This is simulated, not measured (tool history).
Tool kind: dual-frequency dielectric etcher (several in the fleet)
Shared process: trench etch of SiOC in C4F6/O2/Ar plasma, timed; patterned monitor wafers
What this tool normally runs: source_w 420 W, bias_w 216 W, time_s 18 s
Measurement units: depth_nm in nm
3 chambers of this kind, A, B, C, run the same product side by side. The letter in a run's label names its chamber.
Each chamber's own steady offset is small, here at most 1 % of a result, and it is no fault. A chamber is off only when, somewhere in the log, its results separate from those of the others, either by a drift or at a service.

run	hour	source_w	bias_w	time_s	hours since the last wet clean	hours since the last source power generator calibration	hours since the last bias power generator calibration	read-back reference wafer on the same gauge, depth_nm	depth_nm
1A	8.5	420	216	18	111.2	1642	1591.7	36.913	40.446
2B	19.5	420	216	18	331.9	421.8	1671	36.892	40.187
3C	25.7	420	216	18	98.7	1431.7	197.2	36.91	40.071
4C	32.9	420	216	18	105.9	1438.9	204.4	36.881	40.079
5A	42.1	420	216	18	144.8	1675.6	1625.3	36.905	40.502
6B	50.2	420	216	18	362.6	452.5	1701.7	36.911	40.094
7B	57.3	420	216	18	369.7	459.6	1708.8	36.902	40.376
8C	66.1	420	216	18	139.1	1472.1	237.6	36.913	40.129
9A	75	420	216	18	177.7	1708.5	1658.2	36.903	40.525
10C	85	420	236	18	158	1491	256.5	36.891	41.305
11B	94.7	420	236	18	407.1	497	1746.2	36.891	41.354
12A	103.7	420	236	18	206.4	1737.2	1686.9	36.894	41.644
13B	113.5	420	216	18	425.9	515.8	1765	36.902	39.969
14A	119.7	420	216	18	222.4	1753.2	1702.9	36.905	40.387
15C	126.8	420	216	18	199.8	1532.8	298.3	36.899	40.028
16A	135.1	420	216	18	237.8	1768.6	1718.3	36.904	40.481
17B	147.2	420	216	18	459.6	549.5	1798.7	36.887	40.126
18C	159.9	420	216	18	232.9	1565.9	331.4	36.872	40.072
19C	167.1	500	216	18	240.1	1573.1	338.6	36.882	43.023
20B	173.9	500	216	18	486.3	576.2	1825.4	36.882	42.788
21A	185.1	500	216	18	287.8	1818.6	1768.3	36.899	43.444
22B	193.8	420	172	15.5	506.2	596.1	1845.3	36.9	32.007
# hour 202.9: chamber A: bias power generator calibrated
23C	205.5	420	172	15.5	278.5	1611.5	377	36.905	32.089
24A	212	420	172	15.5	314.7	1845.5	9.2	36.888	32.383
25A	222.8	420	216	18	325.5	1856.3	20	36.892	40.503
26C	235.2	420	216	18	308.2	1641.2	406.7	36.904	40.124
27B	243.8	420	216	18	556.2	646.1	1895.3	36.891	39.825
28C	255.4	420	216	18	328.4	1661.4	426.9	36.917	40.067
29B	268.8	420	216	21	581.2	671.1	1920.3	36.906	46.695
30A	280.2	420	216	21	382.9	1913.7	77.4	36.92	47.165
# hour 285.8: chamber A: wet clean of the chamber
31A	287.6	420	216	21	1.9	1921.1	84.8	36.896	47.237
32B	298.8	420	216	18	611.2	701.1	1950.3	36.919	39.802
33C	305.6	420	216	18	378.6	1711.6	477.1	36.881	40.257
34C	315.8	420	216	18	388.8	1721.8	487.3	36.894	40.067
# hour 321.1: chamber C: wet clean of the chamber
35A	326.2	420	216	18	40.5	1959.7	123.4	36.926	40.646
36B	338.6	420	216	18	651	740.9	1990.1	36.879	39.724
37A	346	420	216	18	60.3	1979.5	143.2	36.885	40.543
38B	355.8	490	216	15	668.2	758.1	2007.3	36.927	35.184
39C	365	490	216	15	44	1771	536.5	36.891	35.546
40C	374.8	490	216	15	53.8	1780.8	546.3	36.899	35.499
41B	384.1	420	216	18	696.5	786.4	2035.6	36.903	39.583
42A	395.7	420	216	18	110	2029.2	192.9	36.908	40.56

What goes on in this fleet: one chamber off, a drifting gauge, or nothing beyond the chambers' own small offsets? Name the chamber and the cause, if any.

One chamber, B, drifts off from the rest bit by bit.
Likeliest cause: etch rate under this chamber's usual, % = 1.54.
The log may not separate it from: source power that arrives under what is set, %; bias power that arrives under what is set, %.

Below are 4 candidate recipes for chamber B's next run, each the usual settings with a change, their results shown as question marks. Which of them brings B's results back in line with what the other chambers give on the usual settings?
In line here means within this much of the mean the other chambers give on the usual settings: depth_nm 0.32 nm
43B-1	405.3	420	215	18					?
43B-2	405.3	430	222	18					?
43B-3	405.3	420	217	18					?
43B-4	405.3	400	216	18					?

What the other chambers average on the usual settings: depth_nm 40.314 nm
run	depth_nm
43B-1	39.489
43B-2	40.262
43B-3	39.607
43B-4	38.816
43B-2 is the one that brings the chamber's results back in line with the other chambers.

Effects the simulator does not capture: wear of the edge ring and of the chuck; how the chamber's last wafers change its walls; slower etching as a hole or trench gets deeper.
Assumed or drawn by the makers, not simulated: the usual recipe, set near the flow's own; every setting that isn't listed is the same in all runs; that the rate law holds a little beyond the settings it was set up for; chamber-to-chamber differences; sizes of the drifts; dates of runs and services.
